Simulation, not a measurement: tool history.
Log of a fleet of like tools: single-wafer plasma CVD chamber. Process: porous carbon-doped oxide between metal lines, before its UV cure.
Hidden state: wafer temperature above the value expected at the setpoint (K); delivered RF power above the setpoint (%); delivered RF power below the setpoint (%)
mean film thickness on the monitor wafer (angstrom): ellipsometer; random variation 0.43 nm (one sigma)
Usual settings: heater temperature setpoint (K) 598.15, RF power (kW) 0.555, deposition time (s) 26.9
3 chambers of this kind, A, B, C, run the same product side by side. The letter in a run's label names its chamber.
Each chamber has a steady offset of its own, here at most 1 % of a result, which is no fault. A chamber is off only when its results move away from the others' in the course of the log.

run	day	heater temperature setpoint (K)	RF power (kW)	deposition time (s)	hours since the last thermocouple change	hours since the last RF generator calibration	read-back reference wafer on the same gauge, thickness_nm	mean film thickness on the monitor wafer (angstrom)
1C	0.429	598.15	0.555	26.9	651.3	1536.2	117.99	1373.3
2B	0.862	598.15	0.555	26.9	892.7	1679.1	117.96	1381.5
3A	1.350	598.15	0.555	26.9	501.9	975.8	118.00	1363.3
4C	1.679	598.15	0.555	26.9	681.3	1566.2	118.01	1378.0
5A	2.283	598.15	0.555	26.9	524.3	998.2	118.10	1361.9
6B	2.896	598.15	0.460	22.3	941.5	1727.9	118.04	1011.3
7B	3.246	598.15	0.460	22.3	949.9	1736.3	118.01	1021.7
8A	3.633	598.15	0.460	22.3	556.7	1030.6	118.05	1002.5
9C	3.929	598.15	0.555	26.9	735.3	1620.2	117.87	1365.5
10C	4.517	598.15	0.470	29.4	749.4	1634.3	117.95	1335.5
11B	4.917	598.15	0.470	29.4	990.0	1776.4	117.95	1353.4
12A	5.404	598.15	0.470	29.4	599.2	1073.1	117.95	1339.1
13C	5.954	598.15	0.600	29.1	783.9	1668.8	118.05	1553.8
14A	6.283	598.15	0.600	29.1	620.3	1094.2	117.94	1540.7
15B	6.829	598.15	0.600	29.1	1035.9	1822.3	117.97	1573.1
16A	7.283	598.15	0.555	26.9	644.3	1118.2	118.00	1363.3
17C	7.871	587.15	0.450	26.9	829.9	1714.8	118.05	1260.8
18B	8.204	587.15	0.450	26.9	1068.9	1855.3	117.93	1276.2
19A	8.779	587.15	0.450	26.9	680.2	1154.1	118.10	1252.4
20C	9.288	598.15	0.605	26.9	863.9	1748.8	118.05	1452.2
21B	9.692	598.15	0.605	26.9	1104.6	1891.0	118.08	1464.3
22B	10.092	598.15	0.605	26.9	1114.2	1900.6	117.95	1467.8
23C	10.658	598.15	0.555	26.9	896.8	1781.7	118.01	1374.5
24A	10.992	587.15	0.655	26.9	733.3	1207.2	118.03	1597.7
25B	11.262	587.15	0.655	26.9	1142.3	1928.7	118.05	1631.3
26C	11.700	587.15	0.655	26.9	921.8	1806.7	117.96	1619.5
27A	12.162	598.15	0.555	26.9	761.4	1235.3	118.03	1359.7
28A	12.662	598.15	0.555	26.9	773.4	1247.3	117.95	1361.5
29B	12.988	598.15	0.555	26.9	1183.7	1970.1	117.88	1381.5
30C	13.508	598.15	0.555	26.9	965.2	1850.1	118.01	1370.4
31B	13.875	598.15	0.555	26.9	1205.0	1991.4	117.94	1396.0
32A	14.150	598.15	0.555	26.9	809.1	1283.0	117.97	1359.7
33C	14.483	598.15	0.555	26.9	988.6	1873.5	118.06	1369.1
34C	14.775	598.15	0.555	26.9	995.6	1880.5	117.97	1379.3
35A	15.308	598.15	0.555	26.9	836.9	1310.8	118.12	1363.2
36B	15.654	598.15	0.555	26.9	1247.7	2034.1	117.99	1376.6
# day 15.825: chamber B: thermocouple changed; heater temperature recalibrated
37B	16.108	598.15	0.555	26.9	6.8	2045.0	117.96	1386.2
38C	16.462	598.15	0.555	26.9	1036.1	1921.0	118.07	1371.0
39A	17.088	598.15	0.555	26.9	879.6	1353.5	118.02	1356.4
40C	17.688	598.15	0.555	26.9	1065.5	1950.4	118.02	1375.8

All 3 chambers run these settings next. Forecast each chamber's results:
41A	18.138	598.15	0.555	26.9				?
41B	18.138	598.15	0.555	26.9				?
41C	18.138	598.15	0.555	26.9				?

run	mean film thickness on the monitor wafer (angstrom)
41A	1356.6
41B	1380.3
41C	1371.0
